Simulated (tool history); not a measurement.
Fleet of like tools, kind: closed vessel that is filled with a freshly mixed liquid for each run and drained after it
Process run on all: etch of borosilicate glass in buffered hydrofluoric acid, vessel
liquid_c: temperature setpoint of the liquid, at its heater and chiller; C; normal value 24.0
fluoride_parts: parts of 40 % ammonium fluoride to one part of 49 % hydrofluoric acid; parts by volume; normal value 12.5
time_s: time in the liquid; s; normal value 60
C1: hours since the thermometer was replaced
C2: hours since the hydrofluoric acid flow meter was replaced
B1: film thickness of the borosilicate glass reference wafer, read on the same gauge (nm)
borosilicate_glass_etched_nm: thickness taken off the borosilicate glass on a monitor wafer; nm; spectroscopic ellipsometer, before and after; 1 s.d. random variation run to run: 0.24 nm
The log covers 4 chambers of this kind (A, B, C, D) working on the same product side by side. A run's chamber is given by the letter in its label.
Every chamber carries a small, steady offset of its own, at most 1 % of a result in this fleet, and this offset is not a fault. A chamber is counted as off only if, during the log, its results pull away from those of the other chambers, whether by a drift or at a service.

{"run": "1C", "hour": 8.0, "liquid_c": 24.0, "fluoride_parts": 12.5, "time_s": 60, "C1": 374.2, "C2": 629.1, "B1": 79.995, "borosilicate_glass_etched_nm": 60.447}
{"run": "2A", "hour": 15.9, "liquid_c": 24.0, "fluoride_parts": 12.5, "time_s": 60, "C1": 139.6, "C2": 249.0, "B1": 80.001, "borosilicate_glass_etched_nm": 59.47}
{"run": "3B", "hour": 21.5, "liquid_c": 24.0, "fluoride_parts": 12.5, "time_s": 60, "C1": 541.3, "C2": 99.1, "B1": 79.982, "borosilicate_glass_etched_nm": 59.888}
{"run": "4D", "hour": 27.3, "liquid_c": 24.0, "fluoride_parts": 12.5, "time_s": 60, "C1": 91.0, "C2": 239.1, "B1": 79.991, "borosilicate_glass_etched_nm": 60.259}
{"run": "5A", "hour": 32.4, "liquid_c": 24.0, "fluoride_parts": 12.5, "time_s": 60, "C1": 156.1, "C2": 265.5, "B1": 80.009, "borosilicate_glass_etched_nm": 60.041}
{"run": "6C", "hour": 39.9, "liquid_c": 24.0, "fluoride_parts": 12.5, "time_s": 60, "C1": 406.1, "C2": 661.0, "B1": 79.992, "borosilicate_glass_etched_nm": 60.564}
{"run": "7B", "hour": 45.5, "liquid_c": 24.0, "fluoride_parts": 12.5, "time_s": 60, "C1": 565.3, "C2": 123.1, "B1": 79.993, "borosilicate_glass_etched_nm": 59.894}
{"run": "8D", "hour": 54.8, "liquid_c": 24.0, "fluoride_parts": 12.5, "time_s": 60, "C1": 118.5, "C2": 266.6, "B1": 80.009, "borosilicate_glass_etched_nm": 60.052}
{"run": "9C", "hour": 64.3, "liquid_c": 24.0, "fluoride_parts": 12.5, "time_s": 60, "C1": 430.5, "C2": 685.4, "B1": 79.982, "borosilicate_glass_etched_nm": 60.498}
{"run": "10D", "hour": 71.7, "liquid_c": 24.0, "fluoride_parts": 12.5, "time_s": 60, "C1": 135.4, "C2": 283.5, "B1": 79.995, "borosilicate_glass_etched_nm": 60.309}
{"run": "11A", "hour": 81.4, "liquid_c": 24.0, "fluoride_parts": 12.5, "time_s": 60, "C1": 205.1, "C2": 314.5, "B1": 80.014, "borosilicate_glass_etched_nm": 59.912}
{"run": "12B", "hour": 88.1, "liquid_c": 24.0, "fluoride_parts": 12.5, "time_s": 60, "C1": 607.9, "C2": 165.7, "B1": 80.015, "borosilicate_glass_etched_nm": 59.665}
{"run": "13C", "hour": 95.4, "liquid_c": 24.0, "fluoride_parts": 12.5, "time_s": 60, "C1": 461.6, "C2": 716.5, "B1": 79.983, "borosilicate_glass_etched_nm": 60.946}
{"run": "14B", "hour": 102.4, "liquid_c": 24.0, "fluoride_parts": 12.5, "time_s": 75, "C1": 622.2, "C2": 180.0, "B1": 79.993, "borosilicate_glass_etched_nm": 74.677}
{"run": "15D", "hour": 107.1, "liquid_c": 24.0, "fluoride_parts": 12.5, "time_s": 75, "C1": 170.8, "C2": 318.9, "B1": 79.987, "borosilicate_glass_etched_nm": 75.101}
{"run": "16A", "hour": 116.9, "liquid_c": 24.0, "fluoride_parts": 12.5, "time_s": 75, "C1": 240.6, "C2": 350.0, "B1": 80.032, "borosilicate_glass_etched_nm": 74.804}
{"run": "17C", "hour": 125.4, "liquid_c": 24.0, "fluoride_parts": 12.5, "time_s": 75, "C1": 491.6, "C2": 746.5, "B1": 80.017, "borosilicate_glass_etched_nm": 76.27}
{"run": "18D", "hour": 132.4, "liquid_c": 24.0, "fluoride_parts": 12.5, "time_s": 60, "C1": 196.1, "C2": 344.2, "B1": 79.981, "borosilicate_glass_etched_nm": 59.949}
{"run": "19B", "hour": 137.2, "liquid_c": 24.0, "fluoride_parts": 12.5, "time_s": 60, "C1": 657.0, "C2": 214.8, "B1": 80.031, "borosilicate_glass_etched_nm": 59.817}
{"run": "20A", "hour": 143.3, "liquid_c": 20.5, "fluoride_parts": 10.5, "time_s": 60, "C1": 267.0, "C2": 376.4, "B1": 80.004, "borosilicate_glass_etched_nm": 58.194}
{"run": "21B", "hour": 148.8, "liquid_c": 20.5, "fluoride_parts": 10.5, "time_s": 60, "C1": 668.6, "C2": 226.4, "B1": 80.014, "borosilicate_glass_etched_nm": 58.826}
{"run": "22A", "hour": 156.2, "liquid_c": 20.5, "fluoride_parts": 10.5, "time_s": 60, "C1": 279.9, "C2": 389.3, "B1": 80.002, "borosilicate_glass_etched_nm": 58.945}
{"run": "23C", "hour": 161.1, "liquid_c": 20.5, "fluoride_parts": 10.5, "time_s": 60, "C1": 527.3, "C2": 782.2, "B1": 79.998, "borosilicate_glass_etched_nm": 60.487}
{"run": "24D", "hour": 171.4, "liquid_c": 24.0, "fluoride_parts": 12.5, "time_s": 60, "C1": 235.1, "C2": 383.2, "B1": 80.013, "borosilicate_glass_etched_nm": 59.978}
{"run": "25B", "hour": 180.5, "liquid_c": 24.0, "fluoride_parts": 12.5, "time_s": 60, "C1": 700.3, "C2": 258.1, "B1": 80.012, "borosilicate_glass_etched_nm": 59.711}
{"run": "26C", "hour": 189.6, "liquid_c": 24.0, "fluoride_parts": 12.5, "time_s": 95, "C1": 555.8, "C2": 810.7, "B1": 79.989, "borosilicate_glass_etched_nm": 97.711}
{"run": "27D", "hour": 198.2, "liquid_c": 24.0, "fluoride_parts": 12.5, "time_s": 95, "C1": 261.9, "C2": 410.0, "B1": 80.013, "borosilicate_glass_etched_nm": 94.109}
{"run": "28A", "hour": 208.4, "liquid_c": 24.0, "fluoride_parts": 12.5, "time_s": 95, "C1": 332.1, "C2": 441.5, "B1": 80.011, "borosilicate_glass_etched_nm": 95.046}
{"run": "29B", "hour": 213.5, "liquid_c": 24.0, "fluoride_parts": 12.5, "time_s": 95, "C1": 733.3, "C2": 291.1, "B1": 80.009, "borosilicate_glass_etched_nm": 95.197}
{"run": "30A", "hour": 222.9, "liquid_c": 24.0, "fluoride_parts": 12.5, "time_s": 60, "C1": 346.6, "C2": 456.0, "B1": 79.979, "borosilicate_glass_etched_nm": 59.69}
{"run": "31C", "hour": 231.2, "liquid_c": 24.0, "fluoride_parts": 12.5, "time_s": 60, "C1": 597.4, "C2": 852.3, "B1": 80.007, "borosilicate_glass_etched_nm": 62.688}

Has any chamber moved away from the others, gradually or after a service, or does the common gauge drift, or do the chambers differ only by their own small steady offsets? State the chamber and the most likely cause if one applies.

One chamber, C, drifts off from the rest bit by bit.
Most likely cause: hydrofluoric acid flow above the setpoint (%) = 3.22.
Not necessarily distinguishable in this log from: liquid hotter than its thermometer reads (K).

Below are 4 candidate recipes for chamber C's next run, each the usual settings with a change, their results shown as question marks. Which of them brings C's results back in line with what the other chambers give on the usual settings?
A result is in line if it is within this distance of the other chambers' mean on the usual settings: borosilicate_glass_etched_nm 0.850 nm
{"run": "32C-1", "hour": 238.7, "liquid_c": 24.0, "fluoride_parts": 12.0, "time_s": 60, "borosilicate_glass_etched_nm": "?"}
{"run": "32C-2", "hour": 238.7, "liquid_c": 24.0, "fluoride_parts": 13.0, "time_s": 60, "borosilicate_glass_etched_nm": "?"}
{"run": "32C-3", "hour": 238.7, "liquid_c": 22.5, "fluoride_parts": 12.5, "time_s": 60, "borosilicate_glass_etched_nm": "?"}
{"run": "32C-4", "hour": 238.7, "liquid_c": 24.0, "fluoride_parts": 12.5, "time_s": 65, "borosilicate_glass_etched_nm": "?"}

Average result of the remaining chambers running the usual settings: borosilicate_glass_etched_nm 59.916 nm
run=32C-1 borosilicate_glass_etched_nm=64.952
run=32C-2 borosilicate_glass_etched_nm=60.024
run=32C-3 borosilicate_glass_etched_nm=57.645
run=32C-4 borosilicate_glass_etched_nm=67.587
32C-2 is the one that brings the chamber's results back in line with the other chambers.

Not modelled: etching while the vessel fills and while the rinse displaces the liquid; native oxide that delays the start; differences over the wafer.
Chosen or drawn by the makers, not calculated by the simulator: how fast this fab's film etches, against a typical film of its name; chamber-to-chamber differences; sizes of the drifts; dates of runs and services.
